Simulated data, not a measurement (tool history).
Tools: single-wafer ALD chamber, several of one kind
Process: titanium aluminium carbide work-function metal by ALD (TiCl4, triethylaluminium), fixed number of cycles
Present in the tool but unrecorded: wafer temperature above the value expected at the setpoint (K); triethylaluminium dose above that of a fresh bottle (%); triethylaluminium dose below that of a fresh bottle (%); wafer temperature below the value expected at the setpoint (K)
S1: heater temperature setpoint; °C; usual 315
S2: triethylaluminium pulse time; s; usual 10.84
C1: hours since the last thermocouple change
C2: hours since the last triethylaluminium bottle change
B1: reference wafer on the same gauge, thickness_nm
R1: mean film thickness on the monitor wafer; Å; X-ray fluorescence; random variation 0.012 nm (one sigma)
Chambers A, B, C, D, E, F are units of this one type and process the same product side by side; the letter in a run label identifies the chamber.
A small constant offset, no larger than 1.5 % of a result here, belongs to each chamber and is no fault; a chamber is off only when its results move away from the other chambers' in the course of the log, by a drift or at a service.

run 1E hour=4.0 | S1=315 S2=10.84 | C1=1646.0 C2=261.6 | B1=2.4398 | R1=21.555
run 2F hour=11.4 | S1=315 S2=10.84 | C1=772.2 C2=665.9 | B1=2.4403 | R1=21.245
run 3C hour=18.5 | S1=315 S2=10.84 | C1=1054.6 C2=1168.6 | B1=2.4395 | R1=21.573
run 4B hour=23.3 | S1=315 S2=10.84 | C1=100.5 C2=513.3 | B1=2.4398 | R1=21.379
run 5A hour=27.0 | S1=315 S2=10.84 | C1=2536.7 C2=170.9 | B1=2.4377 | R1=21.581
run 6D hour=32.1 | S1=315 S2=10.84 | C1=1828.8 C2=1115.7 | B1=2.4377 | R1=21.085
run 7F hour=36.0 | S1=315 S2=10.84 | C1=796.8 C2=690.5 | B1=2.4384 | R1=21.373
run 8A hour=39.9 | S1=306 S2=14.04 | C1=2549.6 C2=183.8 | B1=2.4391 | R1=20.933
run 9B hour=46.9 | S1=306 S2=14.04 | C1=124.1 C2=536.9 | B1=2.4432 | R1=21.051
run 10E hour=52.1 | S1=306 S2=14.04 | C1=1694.1 C2=309.7 | B1=2.4391 | R1=21.103
run 11D hour=56.5 | S1=306 S2=14.04 | C1=1853.2 C2=1140.1 | B1=2.4414 | R1=20.718
run 12C hour=63.3 | S1=306 S2=14.04 | C1=1099.4 C2=1213.4 | B1=2.4417 | R1=20.878
-- hour=64.0 chamber C: thermocouple changed; heater temperature recalibrated
run 13C hour=71.1 | S1=306 S2=14.04 | C1=7.1 C2=1221.2 | B1=2.4391 | R1=21.080
run 14D hour=75.8 | S1=315 S2=10.84 | C1=1872.5 C2=1159.4 | B1=2.4423 | R1=21.149
run 15A hour=81.9 | S1=315 S2=10.84 | C1=2591.6 C2=225.8 | B1=2.4417 | R1=21.641
run 16B hour=85.4 | S1=315 S2=10.84 | C1=162.6 C2=575.4 | B1=2.4402 | R1=21.539
run 17F hour=88.9 | S1=322 S2=13.03 | C1=849.7 C2=743.4 | B1=2.4403 | R1=22.284
run 18E hour=94.1 | S1=322 S2=13.03 | C1=1736.1 C2=351.7 | B1=2.4418 | R1=22.404
run 19A hour=100.2 | S1=322 S2=13.03 | C1=2609.9 C2=244.1 | B1=2.4388 | R1=22.473
run 20F hour=107.8 | S1=322 S2=13.03 | C1=868.6 C2=762.3 | B1=2.4382 | R1=22.270
run 21E hour=113.9 | S1=322 S2=13.03 | C1=1755.9 C2=371.5 | B1=2.4404 | R1=22.333
run 22C hour=121.3 | S1=322 S2=13.03 | C1=57.3 C2=1271.4 | B1=2.4412 | R1=22.520
run 23B hour=126.3 | S1=315 S2=10.84 | C1=203.5 C2=616.3 | B1=2.4382 | R1=21.378
run 24D hour=131.4 | S1=315 S2=10.84 | C1=1928.1 C2=1215.0 | B1=2.4440 | R1=21.280
run 25F hour=136.3 | S1=315 S2=10.84 | C1=897.1 C2=790.8 | B1=2.4422 | R1=21.428
run 26D hour=141.7 | S1=315 S2=10.84 | C1=1938.4 C2=1225.3 | B1=2.4411 | R1=21.039
run 27E hour=146.7 | S1=315 S2=10.84 | C1=1788.7 C2=404.3 | B1=2.4424 | R1=21.490
run 28C hour=153.4 | S1=315 S2=10.84 | C1=89.4 C2=1303.5 | B1=2.4422 | R1=21.286
run 29B hour=161.0 | S1=315 S2=7.57 | C1=238.2 C2=651.0 | B1=2.4455 | R1=20.407
run 30A hour=167.5 | S1=315 S2=7.57 | C1=2677.2 C2=311.4 | B1=2.4379 | R1=20.416
run 31A hour=171.1 | S1=315 S2=7.57 | C1=2680.8 C2=315.0 | B1=2.4391 | R1=20.503
run 32E hour=176.1 | S1=315 S2=7.57 | C1=1818.1 C2=433.7 | B1=2.4423 | R1=20.329
run 33B hour=183.3 | S1=315 S2=7.57 | C1=260.5 C2=673.3 | B1=2.4415 | R1=20.364
run 34C hour=186.8 | S1=315 S2=7.57 | C1=122.8 C2=1336.9 | B1=2.4386 | R1=20.411
run 35D hour=193.0 | S1=304 S2=10.84 | C1=1989.7 C2=1276.6 | B1=2.4365 | R1=20.330
run 36F hour=200.9 | S1=304 S2=10.84 | C1=961.7 C2=855.4 | B1=2.4395 | R1=20.241
run 37F hour=205.4 | S1=304 S2=10.84 | C1=966.2 C2=859.9 | B1=2.4390 | R1=20.373
run 38B hour=211.3 | S1=304 S2=10.84 | C1=288.5 C2=701.3 | B1=2.4445 | R1=20.368
run 39D hour=217.1 | S1=304 S2=10.84 | C1=2013.8 C2=1300.7 | B1=2.4422 | R1=20.191

All 6 chambers run these settings next. Forecast each chamber's results:
run 40A hour=222.7 | S1=315 S2=10.84 | R1=?
run 40B hour=222.7 | S1=315 S2=10.84 | R1=?
run 40C hour=222.7 | S1=315 S2=10.84 | R1=?
run 40D hour=222.7 | S1=315 S2=10.84 | R1=?
run 40E hour=222.7 | S1=315 S2=10.84 | R1=?
run 40F hour=222.7 | S1=315 S2=10.84 | R1=?

run=40A R1=21.569
run=40B R1=21.519
run=40C R1=21.423
run=40D R1=21.096
run=40E R1=21.377
run=40F R1=21.220

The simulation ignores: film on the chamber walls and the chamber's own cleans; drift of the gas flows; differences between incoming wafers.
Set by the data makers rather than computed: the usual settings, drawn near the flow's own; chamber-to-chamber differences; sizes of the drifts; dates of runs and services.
